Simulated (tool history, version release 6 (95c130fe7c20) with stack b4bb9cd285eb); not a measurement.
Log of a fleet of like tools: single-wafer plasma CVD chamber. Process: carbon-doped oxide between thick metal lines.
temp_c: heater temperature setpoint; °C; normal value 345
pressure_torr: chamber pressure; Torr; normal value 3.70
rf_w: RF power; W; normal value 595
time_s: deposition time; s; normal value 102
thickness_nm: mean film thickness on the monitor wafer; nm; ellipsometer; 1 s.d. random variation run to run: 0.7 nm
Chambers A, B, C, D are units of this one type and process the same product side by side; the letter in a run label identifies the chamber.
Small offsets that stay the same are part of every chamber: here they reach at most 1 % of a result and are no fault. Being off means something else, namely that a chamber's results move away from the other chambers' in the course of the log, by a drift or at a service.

run     day  temp_c  pressure_torr  rf_w  time_s  hours since the last thermocouple change  hours since the last RF generator calibration  hours since the last manometer calibration  read-back reference wafer on the same gauge, thickness_nm  thickness_nm
 1A   0.438     345           3.70   595     102                                    1251.6                                          257.0                                       209.6                                                     611.30        554.98
 2C   1.004     345           3.70   595     102                                     185.5                                          595.5                                       928.8                                                     611.27        561.31
 3D   1.508     345           3.70   595     102                                    1673.6                                          801.8                                      1204.5                                                     611.28        555.35
 4B   1.979     345           3.70   595     102                                    1105.8                                         1213.5                                      1282.6                                                     611.25        552.83
 5B   2.379     345           3.70   595     102                                    1115.4                                         1223.1                                      1292.2                                                     611.55        552.55
 6D   2.896     345           3.70   595     102                                    1706.9                                          835.1                                      1237.8                                                     611.40        556.12
 7C   3.304     345           3.70   595     102                                     240.7                                          650.7                                       984.0                                                     611.74        559.49
 8A   3.575     345           3.70   595     102                                    1326.9                                          332.3                                       284.9                                                     611.67        553.46
 9A   4.125     345           3.70   595     102                                    1340.1                                          345.5                                       298.1                                                     611.71        553.57
10C   4.583     345           3.70   595     102                                     271.4                                          681.4                                      1014.7                                                     611.89        560.72
11B   4.992     345           3.70   595     102                                    1178.1                                         1285.8                                      1354.9                                                     612.02        552.51
12D   5.321     345           3.70   595     102                                    1765.1                                          893.3                                      1296.0                                                     612.03        557.42
13A   5.858     345           3.70   595      87                                    1381.7                                          387.1                                       339.7                                                     612.22        473.83
14C   6.371     345           3.70   595      87                                     314.3                                          724.3                                      1057.6                                                     611.90        478.94
15D   6.971     345           3.70   595      87                                    1804.7                                          932.9                                      1335.6                                                     612.37        476.24
16B   7.317     345           3.70   595      87                                    1233.9                                         1341.6                                      1410.7                                                     612.32        471.64
17B   7.671     345           3.70   595     102                                    1242.4                                         1350.1                                      1419.2                                                     612.31        552.40
18D   8.200     345           4.07   595     102                                    1834.2                                          962.4                                      1365.1                                                     612.41        564.70
19C   8.671     345           4.07   595     102                                     369.5                                          779.5                                      1112.8                                                     612.61        570.02
      8.842  -- chamber D: thermocouple changed; heater temperature recalibrated
20A   9.167     345           4.07   595     102                                    1461.1                                          466.5                                       419.1                                                     612.40        562.60
21C   9.746     345           4.07   595     102                                     395.3                                          805.3                                      1138.6                                                     612.55        568.42
22A  10.192     345           3.70   595     102                                    1485.7                                          491.1                                       443.7                                                     613.07        555.14
23B  10.779     345           3.70   595     102                                    1317.0                                         1424.7                                      1493.8                                                     612.90        552.06
24D  11.296     345           3.70   595     102                                      58.9                                         1036.7                                      1439.4                                                     613.28        557.84
25A  11.679     345           3.70   595     102                                    1521.4                                          526.8                                       479.4                                                     613.17        555.08
26C  12.254     345           3.70   595     102                                     455.5                                          865.5                                      1198.8                                                     613.26        563.30
     12.562  -- chamber D: capacitance manometer re-zeroed and calibrated
27D  12.867     345           3.70   595     102                                      96.6                                         1074.4                                         7.3                                                     613.47        558.65
28B  13.412     345           3.70   595     102                                    1380.2                                         1487.9                                      1557.0                                                     613.34        552.74
29B  13.954     345           3.70   595     102                                    1393.2                                         1500.9                                      1570.0                                                     613.64        553.23
30C  14.362     345           3.70   595     102                                     506.1                                          916.1                                      1249.4                                                     613.75        561.16
31A  14.658     345           3.70   595     102                                    1592.9                                          598.3                                       550.9                                                     613.55        556.96
32D  14.954     345           3.70   595     102                                     146.7                                         1124.5                                        57.4                                                     613.56        558.69
33A  15.296     345           3.70   595     102                                    1608.2                                          613.6                                       566.2                                                     613.60        556.26
34C  15.892     345           3.70   595     102                                     542.8                                          952.8                                      1286.1                                                     614.08        562.04
35B  16.500     345           3.70   595     102                                    1454.3                                         1562.0                                      1631.1                                                     614.11        552.92
36D  16.979     345           3.70   595     102                                     195.3                                         1173.1                                       106.0                                                     614.04        559.47

Is one chamber off against the others, does the gauge drift, or is nothing wrong? If a chamber is off, say which, and what the likeliest cause is.

The gauge drifts, so all chambers seem to drift together. No chamber is off.
Cause: gauge reads high (%) = 0.52.
